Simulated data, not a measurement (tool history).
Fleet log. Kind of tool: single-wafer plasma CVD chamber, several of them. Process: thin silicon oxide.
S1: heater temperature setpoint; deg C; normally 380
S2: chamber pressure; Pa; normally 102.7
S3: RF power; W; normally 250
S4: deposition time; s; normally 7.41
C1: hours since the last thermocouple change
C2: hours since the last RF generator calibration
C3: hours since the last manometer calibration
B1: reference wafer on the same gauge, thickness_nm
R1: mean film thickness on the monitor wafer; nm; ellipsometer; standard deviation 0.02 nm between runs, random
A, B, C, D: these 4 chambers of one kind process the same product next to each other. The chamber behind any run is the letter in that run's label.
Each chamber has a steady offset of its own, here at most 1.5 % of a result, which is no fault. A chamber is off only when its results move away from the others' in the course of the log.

| run | hour | S1 | S2 | S3 | S4 | C1 | C2 | C3 | B1 | R1 |
|---|---|---|---|---|---|---|---|---|---|---|
| 1D | 6 | 380 | 102.7 | 250 | 7.41 | 1031.3 | 1580 | 400 | 11.901 | 12.253 |
| 2C | 12.8 | 380 | 102.7 | 250 | 7.41 | 277.2 | 767.5 | 740.4 | 11.903 | 12.234 |
| 3B | 19.4 | 380 | 102.7 | 250 | 7.41 | 564.9 | 206.2 | 1172.7 | 11.907 | 12.192 |
|  | 27.7 | chamber D: RF generator calibrated |
| 4A | 27.8 | 380 | 102.7 | 250 | 7.41 | 1453.3 | 1819.1 | 1489.6 | 11.904 | 12.169 |
| 5D | 36.9 | 380 | 90.3 | 250 | 8.67 | 1062.2 | 9.2 | 430.9 | 11.909 | 12.602 |
| 6A | 41.6 | 380 | 90.3 | 250 | 8.67 | 1467.1 | 1832.9 | 1503.4 | 11.915 | 12.508 |
| 7B | 47.4 | 380 | 90.3 | 250 | 8.67 | 592.9 | 234.2 | 1200.7 | 11.908 | 12.566 |
| 8C | 54.4 | 380 | 90.3 | 250 | 8.67 | 318.8 | 809.1 | 782 | 11.912 | 12.554 |
| 9D | 63.9 | 380 | 102.7 | 250 | 7.41 | 1089.2 | 36.2 | 457.9 | 11.919 | 12.246 |
| 10B | 73.4 | 380 | 102.7 | 250 | 7.41 | 618.9 | 260.2 | 1226.7 | 11.918 | 12.238 |
| 11C | 78.4 | 380 | 127.3 | 250 | 7.41 | 342.8 | 833.1 | 806 | 11.922 | 14.866 |
| 12A | 82.7 | 380 | 127.3 | 250 | 7.41 | 1508.2 | 1874 | 1544.5 | 11.926 | 14.743 |
| 13C | 91 | 380 | 127.3 | 250 | 7.41 | 355.4 | 845.7 | 818.6 | 11.919 | 14.827 |
| 14B | 98.2 | 380 | 127.3 | 250 | 7.41 | 643.7 | 285 | 1251.5 | 11.925 | 14.792 |
| 15D | 104.2 | 380 | 102.7 | 250 | 7.41 | 1129.5 | 76.5 | 498.2 | 11.929 | 12.247 |
| 16A | 113 | 380 | 102.7 | 250 | 7.41 | 1538.5 | 1904.3 | 1574.8 | 11.933 | 12.156 |
| 17B | 122.6 | 380 | 102.7 | 250 | 7.41 | 668.1 | 309.4 | 1275.9 | 11.932 | 12.283 |
| 18A | 131.4 | 380 | 102.7 | 250 | 7.41 | 1556.9 | 1922.7 | 1593.2 | 11.934 | 12.204 |
| 19D | 138.1 | 380 | 102.7 | 250 | 7.41 | 1163.4 | 110.4 | 532.1 | 11.932 | 12.268 |
| 20C | 146.4 | 380 | 102.7 | 250 | 7.41 | 410.8 | 901.1 | 874 | 11.937 | 12.244 |
| 21B | 150.8 | 380 | 102.7 | 250 | 7.41 | 696.3 | 337.6 | 1304.1 | 11.944 | 12.261 |
| 22D | 156.9 | 380 | 102.7 | 250 | 7.41 | 1182.2 | 129.2 | 550.9 | 11.944 | 12.283 |
| 23A | 161.7 | 380 | 102.7 | 250 | 7.41 | 1587.2 | 1953 | 1623.5 | 11.946 | 12.212 |
| 24C | 171.2 | 380 | 102.7 | 250 | 7.41 | 435.6 | 925.9 | 898.8 | 11.953 | 12.224 |
| 25A | 180 | 380 | 102.7 | 250 | 7.41 | 1605.5 | 1971.3 | 1641.8 | 11.946 | 12.217 |
| 26D | 187.6 | 380 | 102.7 | 250 | 7.41 | 1212.9 | 159.9 | 581.6 | 11.952 | 12.26 |
| 27B | 195.5 | 380 | 102.7 | 250 | 7.41 | 741 | 382.3 | 1348.8 | 11.952 | 12.309 |
| 28C | 201.1 | 380 | 102.7 | 250 | 7.41 | 465.5 | 955.8 | 928.7 | 11.959 | 12.281 |
| 29B | 206 | 380 | 102.7 | 250 | 7.41 | 751.5 | 392.8 | 1359.3 | 11.955 | 12.274 |
| 30C | 212 | 380 | 102.7 | 250 | 7.41 | 476.4 | 966.7 | 939.6 | 11.959 | 12.284 |
| 31D | 219.5 | 380 | 102.7 | 250 | 7.41 | 1244.8 | 191.8 | 613.5 | 11.956 | 12.26 |
| 32A | 224.6 | 380 | 102.7 | 250 | 7.41 | 1650.1 | 2015.9 | 1686.4 | 11.962 | 12.236 |
| 33D | 232.4 | 380 | 102.7 | 250 | 7.41 | 1257.7 | 204.7 | 626.4 | 11.962 | 12.32 |
| 34B | 237 | 380 | 102.7 | 250 | 7.41 | 782.5 | 423.8 | 1390.3 | 11.964 | 12.272 |
| 35C | 246.2 | 380 | 102.7 | 250 | 7.41 | 510.6 | 1000.9 | 973.8 | 11.958 | 12.259 |
| 36A | 254.7 | 380 | 102.7 | 250 | 7.41 | 1680.2 | 2046 | 1716.5 | 11.973 | 12.253 |
| 37A | 261.5 | 380 | 102.7 | 250 | 7.41 | 1687 | 2052.8 | 1723.3 | 11.974 | 12.215 |
| 38B | 267.4 | 380 | 102.7 | 250 | 7.41 | 812.9 | 454.2 | 1420.7 | 11.974 | 12.336 |
| 39C | 275.4 | 380 | 86.3 | 250 | 8.37 | 539.8 | 1030.1 | 1003 | 11.978 | 11.561 |
| 40D | 282.8 | 380 | 86.3 | 250 | 8.37 | 1308.1 | 255.1 | 676.8 | 11.98 | 11.619 |
| 41C | 289.9 | 380 | 86.3 | 250 | 8.37 | 554.3 | 1044.6 | 1017.5 | 11.97 | 11.572 |

Next, every chamber runs the same settings. What will each give?
| 42A | 297 | 380 | 102.7 | 210 | 7.41 |  |  |  |  | ? |
| 42B | 297 | 380 | 102.7 | 210 | 7.41 |  |  |  |  | ? |
| 42C | 297 | 380 | 102.7 | 210 | 7.41 |  |  |  |  | ? |
| 42D | 297 | 380 | 102.7 | 210 | 7.41 |  |  |  |  | ? |

| run | R1 |
|---|---|
| 42A | 11.326 |
| 42B | 11.351 |
| 42C | 11.344 |
| 42D | 11.347 |
